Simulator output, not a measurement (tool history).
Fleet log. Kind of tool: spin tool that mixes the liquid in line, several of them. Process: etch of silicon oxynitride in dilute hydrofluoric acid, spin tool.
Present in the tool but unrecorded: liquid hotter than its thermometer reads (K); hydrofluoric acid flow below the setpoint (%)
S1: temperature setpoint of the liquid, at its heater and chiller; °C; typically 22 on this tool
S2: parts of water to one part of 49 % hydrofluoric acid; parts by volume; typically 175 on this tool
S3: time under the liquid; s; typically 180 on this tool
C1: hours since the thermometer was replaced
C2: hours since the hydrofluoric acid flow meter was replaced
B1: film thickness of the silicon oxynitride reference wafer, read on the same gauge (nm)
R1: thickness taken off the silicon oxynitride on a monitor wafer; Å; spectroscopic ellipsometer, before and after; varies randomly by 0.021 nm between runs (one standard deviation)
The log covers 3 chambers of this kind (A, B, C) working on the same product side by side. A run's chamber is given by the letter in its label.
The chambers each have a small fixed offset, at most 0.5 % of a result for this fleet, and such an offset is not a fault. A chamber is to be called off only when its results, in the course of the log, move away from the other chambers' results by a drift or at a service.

| run | day | S1 | S2 | S3 | C1 | C2 | B1 | R1 |
|---|---|---|---|---|---|---|---|---|
| 1A | 0.375 | 22 | 175 | 180 | 1148.4 | 202.6 | 69.977 | 19.81 |
| 2C | 0.662 | 22 | 175 | 180 | 832.7 | 879.8 | 69.969 | 20.087 |
| 3B | 1.267 | 22 | 175 | 180 | 917.3 | 1702.4 | 69.991 | 19.641 |
| 4A | 1.862 | 22 | 175 | 180 | 1184.1 | 238.3 | 70.029 | 19.96 |
| 5C | 2.229 | 22 | 175 | 180 | 870.3 | 917.4 | 69.99 | 19.963 |
| 6B | 2.767 | 19.5 | 175 | 180 | 953.3 | 1738.4 | 70.005 | 17.998 |
| 7B | 3.108 | 19.5 | 175 | 180 | 961.5 | 1746.6 | 70.005 | 17.281 |
| 8C | 3.596 | 19.5 | 175 | 180 | 903.1 | 950.2 | 69.988 | 17.687 |
| 9A | 4 | 22 | 175 | 180 | 1235.4 | 289.6 | 70.008 | 19.827 |
| 10B | 4.342 | 22 | 175 | 100 | 991.1 | 1776.2 | 70.014 | 10.959 |
| 11A | 4.696 | 22 | 175 | 100 | 1252.1 | 306.3 | 69.999 | 11.235 |
| 12C | 5.038 | 22 | 175 | 100 | 937.7 | 984.8 | 69.963 | 11.031 |
| 13A | 5.383 | 22 | 175 | 180 | 1268.6 | 322.8 | 69.985 | 20.169 |
| 14C | 5.95 | 22 | 175 | 180 | 959.6 | 1006.7 | 70.016 | 19.879 |
| 15B | 6.246 | 22 | 175 | 180 | 1036.8 | 1821.9 | 70.037 | 19.654 |
| 16B | 6.792 | 22 | 175 | 180 | 1049.9 | 1835 | 70 | 19.976 |
| 17A | 7.092 | 25 | 175 | 180 | 1309.6 | 363.8 | 70.043 | 22.845 |
| 18C | 7.479 | 25 | 175 | 180 | 996.3 | 1043.4 | 69.994 | 22.766 |
| 19B | 8.004 | 25 | 175 | 180 | 1079 | 1864.1 | 70.009 | 23.103 |
| 20A | 8.383 | 22 | 175 | 180 | 1340.6 | 394.8 | 70.006 | 19.666 |
| 21C | 8.758 | 25 | 110 | 180 | 1027 | 1074.1 | 69.994 | 38.627 |
| 22A | 9.3 | 25 | 110 | 180 | 1362.6 | 416.8 | 69.972 | 37.875 |
| 23B | 9.704 | 25 | 110 | 180 | 1119.8 | 1904.9 | 69.985 | 38.3 |
| 24C | 10.017 | 22 | 175 | 180 | 1057.2 | 1104.3 | 69.969 | 19.909 |
| 25B | 10.346 | 22 | 175 | 180 | 1135.2 | 1920.3 | 69.985 | 19.953 |
| 26C | 10.896 | 22 | 175 | 180 | 1078.3 | 1125.4 | 69.975 | 20.097 |
| 27A | 11.412 | 22 | 175 | 180 | 1413.3 | 467.5 | 70.005 | 19.398 |
| 28A | 11.862 | 22 | 175 | 180 | 1424.1 | 478.3 | 70.025 | 19.487 |
| 29C | 12.496 | 24.5 | 205 | 180 | 1116.7 | 1163.8 | 70.041 | 18.578 |
| 30B | 13.021 | 24.5 | 205 | 180 | 1199.4 | 1984.5 | 70.053 | 18.316 |
| 31A | 13.358 | 24.5 | 205 | 180 | 1460 | 514.2 | 69.977 | 17.921 |
| 32B | 13.925 | 22 | 100 | 180 | 1221.1 | 2006.2 | 70.025 | 36.889 |
| 33C | 14.333 | 22 | 100 | 180 | 1160.8 | 1207.9 | 70.007 | 37.335 |
| 34A | 14.862 | 22 | 100 | 180 | 1496.1 | 550.3 | 69.964 | 35.75 |
|  | 15.338 | chamber B: hydrofluoric acid flow meter replaced |
| 35C | 15.367 | 22 | 175 | 180 | 1185.6 | 1232.7 | 70.001 | 19.901 |
| 36B | 15.979 | 22 | 175 | 180 | 1270.4 | 15.4 | 69.987 | 20.03 |
| 37A | 16.433 | 22 | 175 | 180 | 1533.8 | 588 | 69.978 | 18.577 |
| 38B | 16.921 | 22 | 175 | 180 | 1293 | 38 | 70.006 | 20.069 |
| 39C | 17.204 | 22 | 175 | 180 | 1229.7 | 1276.8 | 70.006 | 19.94 |

Next, all 3 chambers run the settings below, one line each with question marks for the results. What does each chamber give?
| 40A | 17.667 | 22 | 175 | 180 |  |  |  | ? |
| 40B | 17.667 | 22 | 175 | 180 |  |  |  | ? |
| 40C | 17.667 | 22 | 175 | 180 |  |  |  | ? |

| run | R1 |
|---|---|
| 40A | 18.692 |
| 40B | 20.195 |
| 40C | 19.999 |

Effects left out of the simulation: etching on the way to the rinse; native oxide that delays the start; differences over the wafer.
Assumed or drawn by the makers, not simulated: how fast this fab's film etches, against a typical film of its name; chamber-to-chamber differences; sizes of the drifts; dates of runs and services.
